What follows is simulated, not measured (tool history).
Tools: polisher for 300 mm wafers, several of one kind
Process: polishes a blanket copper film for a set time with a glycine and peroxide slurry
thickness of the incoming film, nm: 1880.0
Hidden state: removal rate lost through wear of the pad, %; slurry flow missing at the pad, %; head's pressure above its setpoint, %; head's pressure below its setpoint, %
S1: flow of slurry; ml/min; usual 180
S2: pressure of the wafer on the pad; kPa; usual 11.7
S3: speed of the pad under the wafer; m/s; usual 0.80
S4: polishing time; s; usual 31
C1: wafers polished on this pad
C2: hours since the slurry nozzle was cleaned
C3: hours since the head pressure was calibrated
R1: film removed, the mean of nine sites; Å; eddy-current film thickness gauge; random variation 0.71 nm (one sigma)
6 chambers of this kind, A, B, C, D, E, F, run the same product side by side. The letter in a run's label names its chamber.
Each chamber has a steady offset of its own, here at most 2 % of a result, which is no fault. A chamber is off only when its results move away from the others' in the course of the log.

{"hour": 2.3, "done": "chamber E: worn pad replaced by a new one"}
{"run": "1B", "hour": 13.4, "S1": 180, "S2": 11.7, "S3": 0.8, "S4": 31, "C1": 1315, "C2": 607.3, "C3": 715.8, "R1": 829.0}
{"hour": 16.9, "done": "chamber B: head pressure recalibrated"}
{"run": "2E", "hour": 23.3, "S1": 180, "S2": 11.7, "S3": 0.8, "S4": 31, "C1": 182, "C2": 57.1, "C3": 121.4, "R1": 822.1}
{"hour": 24.1, "done": "chamber B: worn pad replaced by a new one"}
{"run": "3D", "hour": 33.8, "S1": 180, "S2": 11.7, "S3": 0.8, "S4": 31, "C1": 468, "C2": 467.5, "C3": 189.5, "R1": 840.84}
{"run": "4A", "hour": 43.6, "S1": 180, "S2": 11.7, "S3": 0.8, "S4": 31, "C1": 828, "C2": 414.7, "C3": 642.7, "R1": 840.42}
{"hour": 50.4, "done": "chamber A: head pressure recalibrated"}
{"hour": 50.8, "done": "chamber A: worn pad replaced by a new one"}
{"run": "5F", "hour": 57.8, "S1": 180, "S2": 11.7, "S3": 0.8, "S4": 31, "C1": 1124, "C2": 163.7, "C3": 1103.9, "R1": 828.12}
{"hour": 62.5, "done": "chamber F: worn pad replaced by a new one"}
{"run": "6C", "hour": 68.7, "S1": 180, "S2": 8.3, "S3": 0.8, "S4": 31, "C1": 706, "C2": 169.9, "C3": 448.3, "R1": 667.94}
{"hour": 73.2, "done": "chamber C: worn pad replaced by a new one"}
{"run": "7D", "hour": 75.2, "S1": 180, "S2": 8.3, "S3": 0.8, "S4": 31, "C1": 826, "C2": 508.9, "C3": 230.9, "R1": 670.22}
{"hour": 90.0, "done": "chamber D: worn pad replaced by a new one"}
{"run": "8A", "hour": 90.0, "S1": 180, "S2": 8.3, "S3": 0.8, "S4": 31, "C1": 340, "C2": 461.1, "C3": 39.7, "R1": 662.35}
{"run": "9F", "hour": 101.6, "S1": 180, "S2": 8.3, "S3": 0.8, "S4": 31, "C1": 338, "C2": 207.5, "C3": 1147.7, "R1": 650.14}
{"run": "10C", "hour": 110.6, "S1": 180, "S2": 8.3, "S3": 0.8, "S4": 31, "C1": 324, "C2": 211.8, "C3": 490.2, "R1": 663.48}
{"hour": 113.3, "done": "chamber E: worn pad replaced by a new one"}
{"run": "11B", "hour": 123.8, "S1": 180, "S2": 8.3, "S3": 0.8, "S4": 31, "C1": 864, "C2": 717.7, "C3": 107.0, "R1": 664.08}
{"run": "12E", "hour": 134.4, "S1": 180, "S2": 11.7, "S3": 0.8, "S4": 31, "C1": 183, "C2": 168.2, "C3": 232.5, "R1": 799.16}
{"run": "13B", "hour": 146.2, "S1": 180, "S2": 11.7, "S3": 0.8, "S4": 31, "C1": 1058, "C2": 740.1, "C3": 129.4, "R1": 822.62}
{"run": "14C", "hour": 157.1, "S1": 180, "S2": 11.7, "S3": 0.8, "S4": 31, "C1": 727, "C2": 258.3, "C3": 536.7, "R1": 834.97}
{"hour": 158.0, "done": "chamber F: head pressure recalibrated"}
{"hour": 159.6, "done": "chamber B: worn pad replaced by a new one"}
{"hour": 164.8, "done": "chamber F: worn pad replaced by a new one"}
{"run": "15E", "hour": 166.9, "S1": 180, "S2": 11.7, "S3": 0.8, "S4": 31, "C1": 464, "C2": 200.7, "C3": 265.0, "R1": 816.34}
{"hour": 169.8, "done": "chamber C: worn pad replaced by a new one"}
{"hour": 177.6, "done": "chamber A: worn pad replaced by a new one"}
{"run": "16A", "hour": 180.9, "S1": 180, "S2": 11.7, "S3": 0.8, "S4": 31, "C1": 28, "C2": 552.0, "C3": 130.6, "R1": 836.78}
{"hour": 190.8, "done": "chamber D: worn pad replaced by a new one"}
{"run": "17F", "hour": 192.4, "S1": 180, "S2": 11.7, "S3": 0.8, "S4": 31, "C1": 239, "C2": 298.3, "C3": 34.5, "R1": 819.46}
{"hour": 193.6, "done": "chamber C: head pressure recalibrated"}
{"run": "18D", "hour": 207.4, "S1": 180, "S2": 11.7, "S3": 0.8, "S4": 31, "C1": 144, "C2": 641.1, "C3": 363.1, "R1": 834.01}
{"run": "19E", "hour": 218.0, "S1": 180, "S2": 11.7, "S3": 0.8, "S4": 31, "C1": 907, "C2": 251.8, "C3": 316.1, "R1": 819.6}
{"hour": 228.4, "done": "chamber E: worn pad replaced by a new one"}
{"run": "20A", "hour": 230.8, "S1": 180, "S2": 11.7, "S3": 0.8, "S4": 31, "C1": 461, "C2": 601.9, "C3": 180.5, "R1": 839.26}
{"run": "21F", "hour": 244.2, "S1": 180, "S2": 15.2, "S3": 0.62, "S4": 31, "C1": 688, "C2": 350.1, "C3": 86.3, "R1": 821.18}
{"run": "22C", "hour": 254.0, "S1": 180, "S2": 15.2, "S3": 0.62, "S4": 31, "C1": 730, "C2": 355.2, "C3": 60.4, "R1": 828.0}
{"run": "23D", "hour": 264.0, "S1": 180, "S2": 15.2, "S3": 0.62, "S4": 31, "C1": 634, "C2": 697.7, "C3": 419.7, "R1": 839.56}
{"run": "24B", "hour": 271.1, "S1": 180, "S2": 15.2, "S3": 0.62, "S4": 31, "C1": 966, "C2": 865.0, "C3": 254.3, "R1": 803.89}
{"hour": 281.2, "done": "chamber C: worn pad replaced by a new one"}
{"run": "25D", "hour": 284.1, "S1": 180, "S2": 15.2, "S3": 0.62, "S4": 31, "C1": 808, "C2": 717.8, "C3": 439.8, "R1": 834.53}
{"hour": 296.0, "done": "chamber F: worn pad replaced by a new one"}
{"hour": 297.1, "done": "chamber D: worn pad replaced by a new one"}
{"run": "26F", "hour": 298.9, "S1": 180, "S2": 15.2, "S3": 0.62, "S4": 31, "C1": 25, "C2": 404.8, "C3": 141.0, "R1": 840.71}
{"hour": 302.6, "done": "chamber B: worn pad replaced by a new one"}
{"run": "27A", "hour": 307.0, "S1": 180, "S2": 11.7, "S3": 0.8, "S4": 31, "C1": 1121, "C2": 678.1, "C3": 256.7, "R1": 832.13}
{"hour": 309.6, "done": "chamber A: worn pad replaced by a new one"}
{"hour": 314.8, "done": "chamber F: slurry nozzle cleaned"}
{"run": "28C", "hour": 316.5, "S1": 180, "S2": 11.7, "S3": 0.8, "S4": 23, "C1": 306, "C2": 417.7, "C3": 122.9, "R1": 617.66}
{"hour": 328.5, "done": "chamber D: slurry nozzle cleaned"}
{"run": "29E", "hour": 331.0, "S1": 180, "S2": 11.7, "S3": 0.8, "S4": 23, "C1": 889, "C2": 364.8, "C3": 429.1, "R1": 605.08}
{"run": "30B", "hour": 340.2, "S1": 180, "S2": 11.7, "S3": 0.8, "S4": 23, "C1": 326, "C2": 934.1, "C3": 323.4, "R1": 596.57}
{"run": "31D", "hour": 354.6, "S1": 180, "S2": 11.7, "S3": 0.8, "S4": 23, "C1": 498, "C2": 26.1, "C3": 510.3, "R1": 618.1}
{"run": "32C", "hour": 369.2, "S1": 180, "S2": 11.7, "S3": 0.8, "S4": 23, "C1": 762, "C2": 470.4, "C3": 175.6, "R1": 619.01}
{"hour": 371.6, "done": "chamber E: worn pad replaced by a new one"}
{"run": "33E", "hour": 378.5, "S1": 180, "S2": 11.7, "S3": 0.8, "S4": 23, "C1": 60, "C2": 412.3, "C3": 476.6, "R1": 601.69}
{"hour": 388.3, "done": "chamber C: worn pad replaced by a new one"}
{"run": "34B", "hour": 392.4, "S1": 180, "S2": 11.7, "S3": 0.8, "S4": 31, "C1": 778, "C2": 986.3, "C3": 375.6, "R1": 792.4}
{"hour": 393.9, "done": "chamber D: worn pad replaced by a new one"}
{"hour": 404.7, "done": "chamber C: slurry nozzle cleaned"}
{"run": "35F", "hour": 407.4, "S1": 180, "S2": 11.7, "S3": 0.8, "S4": 31, "C1": 966, "C2": 92.7, "C3": 249.5, "R1": 819.77}
{"hour": 421.7, "done": "chamber A: worn pad replaced by a new one"}
{"run": "36A", "hour": 422.3, "S1": 180, "S2": 11.7, "S3": 0.8, "S4": 31, "C1": 5, "C2": 793.4, "C3": 372.0, "R1": 843.62}
{"hour": 423.5, "done": "chamber F: worn pad replaced by a new one"}
{"run": "37E", "hour": 429.4, "S1": 180, "S2": 11.7, "S3": 0.8, "S4": 31, "C1": 501, "C2": 463.2, "C3": 527.5, "R1": 799.48}
{"run": "38A", "hour": 442.1, "S1": 180, "S2": 11.7, "S3": 0.8, "S4": 31, "C1": 177, "C2": 813.2, "C3": 391.8, "R1": 835.51}
{"run": "39B", "hour": 455.9, "S1": 180, "S2": 11.7, "S3": 0.58, "S4": 31, "C1": 1328, "C2": 1049.8, "C3": 439.1, "R1": 637.77}
{"run": "40D", "hour": 463.0, "S1": 180, "S2": 11.7, "S3": 0.58, "S4": 31, "C1": 599, "C2": 134.5, "C3": 618.7, "R1": 684.83}
{"run": "41C", "hour": 471.5, "S1": 180, "S2": 11.7, "S3": 0.58, "S4": 31, "C1": 721, "C2": 66.8, "C3": 277.9, "R1": 667.93}
{"run": "42F", "hour": 479.9, "S1": 180, "S2": 11.7, "S3": 0.58, "S4": 31, "C1": 489, "C2": 165.2, "C3": 322.0, "R1": 668.28}
{"run": "43A", "hour": 489.8, "S1": 180, "S2": 11.7, "S3": 0.58, "S4": 31, "C1": 590, "C2": 860.9, "C3": 439.5, "R1": 669.66}

What goes on in this fleet: one chamber off, a drifting gauge, or nothing beyond the chambers' own small offsets? Name the chamber and the cause, if any.

Chamber B drifts away from the others.
Cause: slurry flow missing at the pad, % = 30.7.
The log may not tell that from: head's pressure below its setpoint, %.

Here are 4 candidates for chamber B's next run, each the usual settings with a change, their results left as question marks. Which one brings its results back in line with what the others give on the usual settings?
In line means no further than this from the other chambers' mean on the usual settings: R1 25.00 Å
{"run": "44B-1", "hour": 500.5, "S1": 180, "S2": 11.7, "S3": 0.82, "S4": 32, "R1": "?"}
{"run": "44B-2", "hour": 500.5, "S1": 180, "S2": 11.0, "S3": 0.78, "S4": 29, "R1": "?"}
{"run": "44B-3", "hour": 500.5, "S1": 180, "S2": 11.7, "S3": 0.78, "S4": 30, "R1": "?"}
{"run": "44B-4", "hour": 500.5, "S1": 180, "S2": 13.8, "S3": 0.8, "S4": 31, "R1": "?"}

The other chambers' mean on the usual settings: R1 827.18 Å
run=44B-1 R1=819.39
run=44B-2 R1=688.61
run=44B-3 R1=742.08
run=44B-4 R1=874.77
44B-1 brings the chamber back in line.
